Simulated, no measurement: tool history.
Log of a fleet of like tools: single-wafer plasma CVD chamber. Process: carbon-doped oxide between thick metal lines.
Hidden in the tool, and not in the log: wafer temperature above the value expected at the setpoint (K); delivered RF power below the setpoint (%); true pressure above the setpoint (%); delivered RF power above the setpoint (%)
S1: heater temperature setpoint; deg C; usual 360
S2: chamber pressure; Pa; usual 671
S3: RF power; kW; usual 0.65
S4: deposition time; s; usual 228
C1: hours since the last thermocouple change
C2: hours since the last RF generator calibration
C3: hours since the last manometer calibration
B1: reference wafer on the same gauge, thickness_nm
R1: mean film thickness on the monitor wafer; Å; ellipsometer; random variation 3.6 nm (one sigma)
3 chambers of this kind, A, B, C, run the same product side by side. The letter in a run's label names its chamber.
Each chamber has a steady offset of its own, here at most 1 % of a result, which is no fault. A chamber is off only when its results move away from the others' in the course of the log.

{"run": "1A", "hour": 7.9, "S1": 360, "S2": 671, "S3": 0.65, "S4": 228, "C1": 1800.3, "C2": 279.4, "C3": 130.9, "B1": 1199.9, "R1": 13182}
{"run": "2C", "hour": 16.7, "S1": 360, "S2": 671, "S3": 0.65, "S4": 228, "C1": 1355.9, "C2": 1179.4, "C3": 850.8, "B1": 1199.5, "R1": 13260}
{"run": "3B", "hour": 28.2, "S1": 360, "S2": 671, "S3": 0.65, "S4": 228, "C1": 1155.8, "C2": 214.4, "C3": 610.1, "B1": 1200.5, "R1": 13217}
{"run": "4B", "hour": 35.7, "S1": 360, "S2": 671, "S3": 0.65, "S4": 228, "C1": 1163.3, "C2": 221.9, "C3": 617.6, "B1": 1200.7, "R1": 13244}
{"run": "5A", "hour": 44.0, "S1": 351, "S2": 671, "S3": 0.7, "S4": 228, "C1": 1836.4, "C2": 315.5, "C3": 167, "B1": 1200.2, "R1": 14047}
{"run": "6C", "hour": 54.4, "S1": 351, "S2": 671, "S3": 0.7, "S4": 228, "C1": 1393.6, "C2": 1217.1, "C3": 888.5, "B1": 1200.8, "R1": 14120}
{"run": "7A", "hour": 65.9, "S1": 351, "S2": 671, "S3": 0.7, "S4": 228, "C1": 1858.3, "C2": 337.4, "C3": 188.9, "B1": 1200.3, "R1": 14031}
{"run": "8C", "hour": 73.3, "S1": 367, "S2": 745, "S3": 0.65, "S4": 228, "C1": 1412.5, "C2": 1236, "C3": 907.4, "B1": 1200.5, "R1": 13184}
{"run": "9B", "hour": 82.0, "S1": 367, "S2": 745, "S3": 0.65, "S4": 228, "C1": 1209.6, "C2": 268.2, "C3": 663.9, "B1": 1198.8, "R1": 13281}
{"hour": 88.4, "done": "chamber A: thermocouple changed; heater temperature recalibrated"}
{"run": "10B", "hour": 92.5, "S1": 367, "S2": 745, "S3": 0.65, "S4": 228, "C1": 1220.1, "C2": 278.7, "C3": 674.4, "B1": 1200.5, "R1": 13261}
{"run": "11A", "hour": 99.6, "S1": 360, "S2": 671, "S3": 0.65, "S4": 228, "C1": 11.3, "C2": 371.1, "C3": 222.6, "B1": 1199.5, "R1": 13220}
{"run": "12C", "hour": 107.3, "S1": 360, "S2": 671, "S3": 0.65, "S4": 228, "C1": 1446.5, "C2": 1270, "C3": 941.4, "B1": 1200.4, "R1": 13236}
{"run": "13C", "hour": 117.4, "S1": 360, "S2": 671, "S3": 0.65, "S4": 228, "C1": 1456.6, "C2": 1280.1, "C3": 951.5, "B1": 1200.4, "R1": 13200}
{"run": "14A", "hour": 127.8, "S1": 360, "S2": 671, "S3": 0.65, "S4": 228, "C1": 39.5, "C2": 399.3, "C3": 250.8, "B1": 1200.4, "R1": 13180}
{"run": "15B", "hour": 137.6, "S1": 360, "S2": 671, "S3": 0.65, "S4": 228, "C1": 1265.2, "C2": 323.8, "C3": 719.5, "B1": 1199.1, "R1": 13262}
{"run": "16A", "hour": 146.2, "S1": 360, "S2": 671, "S3": 0.65, "S4": 228, "C1": 57.9, "C2": 417.7, "C3": 269.2, "B1": 1199.8, "R1": 13098}
{"hour": 155.1, "done": "chamber B: thermocouple changed; heater temperature recalibrated"}
{"run": "17C", "hour": 157.8, "S1": 360, "S2": 671, "S3": 0.65, "S4": 228, "C1": 1497, "C2": 1320.5, "C3": 991.9, "B1": 1199.6, "R1": 13259}
{"run": "18B", "hour": 168.6, "S1": 360, "S2": 671, "S3": 0.65, "S4": 228, "C1": 13.5, "C2": 354.8, "C3": 750.5, "B1": 1200, "R1": 13247}
{"run": "19A", "hour": 177.3, "S1": 360, "S2": 671, "S3": 0.65, "S4": 228, "C1": 89, "C2": 448.8, "C3": 300.3, "B1": 1201.2, "R1": 13096}
{"run": "20C", "hour": 185.1, "S1": 360, "S2": 671, "S3": 0.65, "S4": 228, "C1": 1524.3, "C2": 1347.8, "C3": 1019.2, "B1": 1199.3, "R1": 13248}
{"run": "21B", "hour": 195.0, "S1": 360, "S2": 609, "S3": 0.65, "S4": 194, "C1": 39.9, "C2": 381.2, "C3": 776.9, "B1": 1200.6, "R1": 11076}
{"run": "22C", "hour": 201.5, "S1": 360, "S2": 609, "S3": 0.65, "S4": 194, "C1": 1540.7, "C2": 1364.2, "C3": 1035.6, "B1": 1200, "R1": 11089}
{"run": "23B", "hour": 207.5, "S1": 360, "S2": 609, "S3": 0.65, "S4": 194, "C1": 52.4, "C2": 393.7, "C3": 789.4, "B1": 1200.3, "R1": 11105}
{"run": "24A", "hour": 215.5, "S1": 360, "S2": 824, "S3": 0.65, "S4": 209, "C1": 127.2, "C2": 487, "C3": 338.5, "B1": 1199.8, "R1": 12338}
{"run": "25C", "hour": 220.7, "S1": 360, "S2": 824, "S3": 0.65, "S4": 209, "C1": 1559.9, "C2": 1383.4, "C3": 1054.8, "B1": 1199.7, "R1": 12476}
{"run": "26A", "hour": 228.5, "S1": 360, "S2": 824, "S3": 0.65, "S4": 209, "C1": 140.2, "C2": 500, "C3": 351.5, "B1": 1200.5, "R1": 12277}
{"run": "27B", "hour": 237.8, "S1": 360, "S2": 671, "S3": 0.65, "S4": 228, "C1": 82.7, "C2": 424, "C3": 819.7, "B1": 1199.9, "R1": 13254}
{"run": "28C", "hour": 245.3, "S1": 360, "S2": 671, "S3": 0.65, "S4": 228, "C1": 1584.5, "C2": 1408, "C3": 1079.4, "B1": 1199.3, "R1": 13223}
{"hour": 251.1, "done": "chamber C: RF generator calibrated"}
{"run": "29A", "hour": 252.0, "S1": 360, "S2": 671, "S3": 0.65, "S4": 228, "C1": 163.7, "C2": 523.5, "C3": 375, "B1": 1198.8, "R1": 13051}
{"run": "30B", "hour": 263.2, "S1": 360, "S2": 671, "S3": 0.65, "S4": 228, "C1": 108.1, "C2": 449.4, "C3": 845.1, "B1": 1200.5, "R1": 13228}
{"run": "31C", "hour": 272.8, "S1": 360, "S2": 671, "S3": 0.65, "S4": 228, "C1": 1612, "C2": 21.7, "C3": 1106.9, "B1": 1199.8, "R1": 13275}
{"run": "32B", "hour": 281.1, "S1": 360, "S2": 671, "S3": 0.65, "S4": 228, "C1": 126, "C2": 467.3, "C3": 863, "B1": 1200, "R1": 13169}
{"run": "33A", "hour": 286.7, "S1": 360, "S2": 671, "S3": 0.65, "S4": 228, "C1": 198.4, "C2": 558.2, "C3": 409.7, "B1": 1199.9, "R1": 12976}
{"run": "34B", "hour": 295.2, "S1": 360, "S2": 671, "S3": 0.65, "S4": 228, "C1": 140.1, "C2": 481.4, "C3": 877.1, "B1": 1200.4, "R1": 13245}
{"run": "35A", "hour": 305.6, "S1": 360, "S2": 671, "S3": 0.65, "S4": 228, "C1": 217.3, "C2": 577.1, "C3": 428.6, "B1": 1199.6, "R1": 12989}

Next, every chamber runs the same settings. What will each give?
{"run": "36A", "hour": 313.9, "S1": 360, "S2": 671, "S3": 0.69, "S4": 228, "R1": "?"}
{"run": "36B", "hour": 313.9, "S1": 360, "S2": 671, "S3": 0.69, "S4": 228, "R1": "?"}
{"run": "36C", "hour": 313.9, "S1": 360, "S2": 671, "S3": 0.69, "S4": 228, "R1": "?"}

run=36A R1=13459
run=36B R1=13675
run=36C R1=13633
